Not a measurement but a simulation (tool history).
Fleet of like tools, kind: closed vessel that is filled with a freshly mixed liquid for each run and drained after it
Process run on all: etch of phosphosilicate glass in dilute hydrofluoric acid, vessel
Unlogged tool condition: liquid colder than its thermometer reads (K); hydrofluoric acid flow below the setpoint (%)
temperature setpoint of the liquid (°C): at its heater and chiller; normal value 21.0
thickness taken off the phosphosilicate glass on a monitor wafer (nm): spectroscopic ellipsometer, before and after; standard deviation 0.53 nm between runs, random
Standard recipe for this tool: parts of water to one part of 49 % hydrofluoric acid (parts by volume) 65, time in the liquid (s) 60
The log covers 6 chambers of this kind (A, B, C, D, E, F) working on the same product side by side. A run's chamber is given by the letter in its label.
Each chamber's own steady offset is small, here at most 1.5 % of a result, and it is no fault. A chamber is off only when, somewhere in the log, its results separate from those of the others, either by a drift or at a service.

run,hour,temperature setpoint of the liquid (°C),parts of water to one part of 49 % hydrofluoric acid (parts by volume),time in the liquid (s),hours since the thermometer was replaced,hours since the hydrofluoric acid flow meter was replaced,"read-back film thickness of the phosphosilicate glass reference wafer, read on the same gauge (nm)",thickness taken off the phosphosilicate glass on a monitor wafer (nm)
1A,12.6,21.0,65,60,1540.6,46.5,109.98,58.423
# hour 16.0: chamber B: hydrofluoric acid flow meter replaced
2B,20.1,21.0,65,60,2716.1,4.1,110.01,57.374
3D,32.2,21.0,65,60,999.0,528.4,110.00,58.282
4E,45.6,21.0,65,60,132.3,296.4,109.98,57.773
5F,55.3,21.0,65,60,615.8,1535.2,109.98,56.783
6C,68.6,21.0,65,60,798.2,2303.2,110.00,56.928
7B,80.9,21.0,65,60,2776.9,64.9,109.94,57.345
8E,90.1,21.0,65,60,176.8,340.9,109.98,57.849
# hour 91.2: chamber D: thermometer replaced
9C,97.4,21.0,65,60,827.0,2332.0,109.94,57.986
10D,105.7,21.0,65,60,14.5,601.9,109.98,59.708
11A,114.5,21.0,65,60,1642.5,148.4,110.03,58.270
12F,125.0,21.0,65,60,685.5,1604.9,109.98,57.177
# hour 125.4: chamber C: hydrofluoric acid flow meter replaced
13E,132.9,21.0,65,60,219.6,383.7,109.99,56.994
14B,140.4,21.0,65,60,2836.4,124.4,110.03,57.246
15C,150.2,21.0,65,60,879.8,24.8,109.97,56.777
16A,160.8,21.0,65,60,1688.8,194.7,109.95,57.447
17D,173.7,19.0,65,60,82.5,669.9,110.00,53.356
18F,184.1,19.0,65,60,744.6,1664.0,110.00,52.121
19E,192.2,19.0,65,60,278.9,443.0,110.00,53.499
20B,204.6,19.0,65,60,2900.6,188.6,110.01,52.771
21C,210.9,19.0,65,60,940.5,85.5,109.94,50.881
22A,224.1,19.0,65,60,1752.1,258.0,110.00,54.535
23D,233.0,21.0,65,60,141.8,729.2,110.05,58.861
24F,243.6,21.0,65,60,804.1,1723.5,110.00,57.057
25B,250.7,21.0,65,60,2946.7,234.7,110.02,58.337
26C,256.6,21.0,65,60,986.2,131.2,109.98,54.519
27A,263.9,21.0,65,60,1791.9,297.8,110.02,58.922
28E,272.8,21.0,65,60,359.5,523.6,110.04,58.048
29D,279.5,21.0,65,60,188.3,775.7,110.00,58.018
30F,286.4,21.0,65,60,846.9,1766.3,110.02,57.488
31A,292.6,21.0,65,60,1820.6,326.5,110.01,57.708
32E,300.3,21.0,65,60,387.0,551.1,110.04,56.699
33D,312.3,17.0,55,60,221.1,808.5,110.04,59.217
34B,321.5,17.0,55,60,3017.5,305.5,110.06,57.567
35C,328.7,17.0,55,60,1058.3,203.3,110.00,54.414
36F,339.8,17.0,55,60,900.3,1819.7,109.98,57.539
37B,353.0,17.0,55,60,3049.0,337.0,109.99,57.965
38D,360.4,17.0,55,60,269.2,856.6,110.03,59.120
39A,368.5,21.0,65,60,1896.5,402.4,109.99,58.774
40C,374.6,21.0,65,60,1104.2,249.2,109.94,52.554
41F,386.7,21.0,65,60,947.2,1866.6,109.97,58.253
# hour 387.9: chamber E: thermometer replaced
42E,394.2,21.0,65,60,6.3,645.0,109.94,57.448
43E,407.6,21.0,65,75,19.7,658.4,110.00,72.378
44F,415.2,21.0,65,75,975.7,1895.1,110.00,72.590

Has any chamber moved away from the others, gradually or after a service, or does the common gauge drift, or do the chambers differ only by their own small steady offsets? State the chamber and the most likely cause if one applies.

Little by little, chamber C moves away from the other chambers.
Cause: liquid colder than its thermometer reads (K) = 2.51.
The log may not separate it from: hydrofluoric acid flow below the setpoint (%).

Here are 4 candidates for chamber C's next run, each the usual settings with a change, their results left as question marks. Which one brings its results back in line with what the others give on the usual settings?
Allowed miss from the other chambers' usual-settings mean, per result, to count as in line: thickness taken off the phosphosilicate glass on a monitor wafer (nm) 1.900
45C-1,424.9,21.5,65,65,,,,?
45C-2,424.9,22.0,65,60,,,,?
45C-3,424.9,20.0,65,60,,,,?
45C-4,424.9,18.5,65,60,,,,?

Other chambers, usual settings, mean: thickness taken off the phosphosilicate glass on a monitor wafer (nm) 57.825
run,thickness taken off the phosphosilicate glass on a monitor wafer (nm)
45C-1,57.455
45C-2,54.191
45C-3,49.706
45C-4,46.549
The answer is 45C-1, which returns the chamber to within the allowed miss of the others.
